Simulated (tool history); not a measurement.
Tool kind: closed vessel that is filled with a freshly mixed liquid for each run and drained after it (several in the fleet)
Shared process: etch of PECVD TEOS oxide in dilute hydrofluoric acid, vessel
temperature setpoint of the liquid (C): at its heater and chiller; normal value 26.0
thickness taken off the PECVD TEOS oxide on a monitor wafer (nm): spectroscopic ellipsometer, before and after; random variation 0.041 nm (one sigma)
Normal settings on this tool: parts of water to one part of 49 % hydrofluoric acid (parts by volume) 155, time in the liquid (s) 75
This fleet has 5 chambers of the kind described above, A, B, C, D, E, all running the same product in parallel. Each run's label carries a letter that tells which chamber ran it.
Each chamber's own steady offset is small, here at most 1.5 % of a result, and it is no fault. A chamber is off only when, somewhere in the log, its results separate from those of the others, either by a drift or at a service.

run     day  temperature setpoint of the liquid (C)  parts of water to one part of 49 % hydrofluoric acid (parts by volume)  time in the liquid (s)  hours since the thermometer was replaced  hours since the hydrofluoric acid flow meter was replaced  read-back film thickness of the PECVD TEOS oxide reference wafer, read on the same gauge (nm)  thickness taken off the PECVD TEOS oxide on a monitor wafer (nm)
 1A   0.200                                    26.0                                                                     155                      75                                    1004.4                                                      302.5                                                                                         50.015                                                            5.9069
 2C   0.567                                    26.0                                                                     155                      75                                      73.5                                                       59.2                                                                                         50.005                                                            5.8447
 3E   0.929                                    26.0                                                                     155                      75                                     336.6                                                     1297.5                                                                                         49.969                                                            5.9522
 4D   1.175                                    26.0                                                                     155                      75                                     653.5                                                      794.7                                                                                         50.025                                                            5.8107
 5B   1.367                                    26.0                                                                     105                      40                                     285.8                                                       74.2                                                                                         50.017                                                            4.8971
 6C   1.600                                    26.0                                                                     105                      40                                      98.3                                                       84.0                                                                                         50.002                                                            4.8897
 7D   1.867                                    26.0                                                                     105                      40                                     670.1                                                      811.3                                                                                         49.982                                                            4.9132
 8B   2.062                                    26.0                                                                     105                      40                                     302.5                                                       90.9                                                                                         50.017                                                            4.8493
 9E   2.421                                    26.0                                                                     105                      40                                     372.4                                                     1333.3                                                                                         50.004                                                            4.9632
10A   2.621                                    26.0                                                                     155                      75                                    1062.5                                                      360.6                                                                                         49.990                                                            5.8196
11A   3.025                                    26.0                                                                     155                      75                                    1072.2                                                      370.3                                                                                         49.998                                                            5.8241
12D   3.283                                    26.0                                                                     155                      75                                     704.1                                                      845.3                                                                                         50.004                                                            5.7989
13C   3.696                                    27.5                                                                     155                     100                                     148.6                                                      134.3                                                                                         49.984                                                            8.2774
14E   4.083                                    27.5                                                                     155                     100                                     412.3                                                     1373.2                                                                                         50.009                                                            8.2785
15B   4.471                                    27.5                                                                     155                     100                                     360.3                                                      148.7                                                                                         49.991                                                            8.3048
16A   4.662                                    27.5                                                                     155                     100                                    1111.5                                                      409.6                                                                                         50.010                                                            8.1799
17E   4.983                                    27.5                                                                     155                     100                                     433.9                                                     1394.8                                                                                         50.039                                                            8.1243
18B   5.375                                    26.0                                                                     155                      75                                     382.0                                                      170.4                                                                                         50.020                                                            5.9201
19C   5.775                                    26.0                                                                     155                      75                                     198.5                                                      184.2                                                                                         49.980                                                            5.8160
20D   6.100                                    26.0                                                                     155                      75                                     771.7                                                      912.9                                                                                         50.022                                                            5.8314
21B   6.433                                    26.0                                                                     155                      75                                     407.4                                                      195.8                                                                                         49.973                                                            5.9003
22E   6.758                                    26.0                                                                     155                      75                                     476.5                                                     1437.4                                                                                         49.998                                                            5.7456
23C   7.146                                    26.0                                                                     155                      75                                     231.4                                                      217.1                                                                                         49.971                                                            5.8959
24A   7.396                                    26.0                                                                     155                      75                                    1177.1                                                      475.2                                                                                         49.990                                                            5.8445
25D   7.721                                    26.0                                                                     190                      75                                     810.6                                                      951.8                                                                                         49.992                                                            4.5168
26C   8.117                                    26.0                                                                     190                      75                                     254.7                                                      240.4                                                                                         49.983                                                            4.6051
27E   8.462                                    26.0                                                                     190                      75                                     517.4                                                     1478.3                                                                                         49.979                                                            4.4073
28A   8.704                                    26.0                                                                     190                      75                                    1208.5                                                      506.6                                                                                         50.021                                                            4.5755
29D   8.992                                    26.0                                                                     190                      75                                     841.1                                                      982.3                                                                                         50.006                                                            4.5958
30B   9.188                                    26.0                                                                     155                      75                                     473.5                                                      261.9                                                                                         50.002                                                            5.8250
31A   9.433                                    26.0                                                                     155                      75                                    1226.0                                                      524.1                                                                                         49.991                                                            5.7664
32E   9.775                                    22.0                                                                     155                      55                                     548.9                                                     1509.8                                                                                         49.967                                                            3.5245
33C  10.188                                    22.0                                                                     155                      55                                     304.4                                                      290.1                                                                                         49.995                                                            3.6887
34B  10.392                                    22.0                                                                     155                      55                                     502.4                                                      290.8                                                                                         49.976                                                            3.6903
35D  10.717                                    22.0                                                                     155                      55                                     882.5                                                     1023.7                                                                                         49.993                                                            3.6950
36C  10.929                                    22.0                                                                     155                      55                                     322.2                                                      307.9                                                                                         50.028                                                            3.7075
37A  11.279                                    26.0                                                                     155                      60                                    1270.3                                                      568.4                                                                                         50.004                                                            4.6093
     11.375  -- chamber B: thermometer replaced
38B  11.517                                    26.0                                                                     155                      60                                       3.4                                                      317.8                                                                                         50.025                                                            4.6828
39E  11.929                                    26.0                                                                     155                      60                                     600.6                                                     1561.5                                                                                         49.976                                                            4.3701
40D  12.333                                    26.0                                                                     155                      60                                     921.3                                                     1062.5                                                                                         50.004                                                            4.6469
41B  12.538                                    26.0                                                                     155                      60                                      27.9                                                      342.3                                                                                         50.000                                                            4.6798
42D  12.896                                    26.0                                                                     155                      75                                     934.8                                                     1076.0                                                                                         49.994                                                            5.8559
43E  13.312                                    26.0                                                                     155                      75                                     633.8                                                     1594.7                                                                                         50.014                                                            5.4182
44C  13.504                                    30.5                                                                     225                      75                                     384.0                                                      369.7                                                                                         50.008                                                            4.4032

Is one chamber out of step, is the gauge drifting, or do the chambers differ by no more than their own small offsets? For an off chamber, give its letter and the likeliest cause.

One chamber, E, drifts off from the rest bit by bit.
Likeliest cause: hydrofluoric acid flow below the setpoint (%) = 7.41.
From this log alone, it may not be told apart from: liquid colder than its thermometer reads (K).

Which of the 4 candidates below, each the usual settings with something changed and its results left as question marks, puts chamber E back in line with what the other chambers give on the usual settings?
Maximum distance from the other chambers' mean on the usual settings for a result to count as in line: thickness taken off the PECVD TEOS oxide on a monitor wafer (nm) 0.1400
45E-1  13.808                                    26.0                                                                     165                      75                                                                                                                                                                                                                                                                     ?
45E-2  13.808                                    27.0                                                                     155                      75                                                                                                                                                                                                                                                                     ?
45E-3  13.808                                    26.0                                                                     145                      75                                                                                                                                                                                                                                                                     ?
45E-4  13.808                                    26.0                                                                     160                      75                                                                                                                                                                                                                                                                     ?

Usual-settings mean across the other chambers: thickness taken off the PECVD TEOS oxide on a monitor wafer (nm) 5.8496
  run  thickness taken off the PECVD TEOS oxide on a monitor wafer (nm)
45E-1                                                            5.0092
45E-2                                                            5.6071
45E-3                                                            5.8526
45E-4                                                            5.1995
45E-3 puts the chamber back in line with the other chambers.

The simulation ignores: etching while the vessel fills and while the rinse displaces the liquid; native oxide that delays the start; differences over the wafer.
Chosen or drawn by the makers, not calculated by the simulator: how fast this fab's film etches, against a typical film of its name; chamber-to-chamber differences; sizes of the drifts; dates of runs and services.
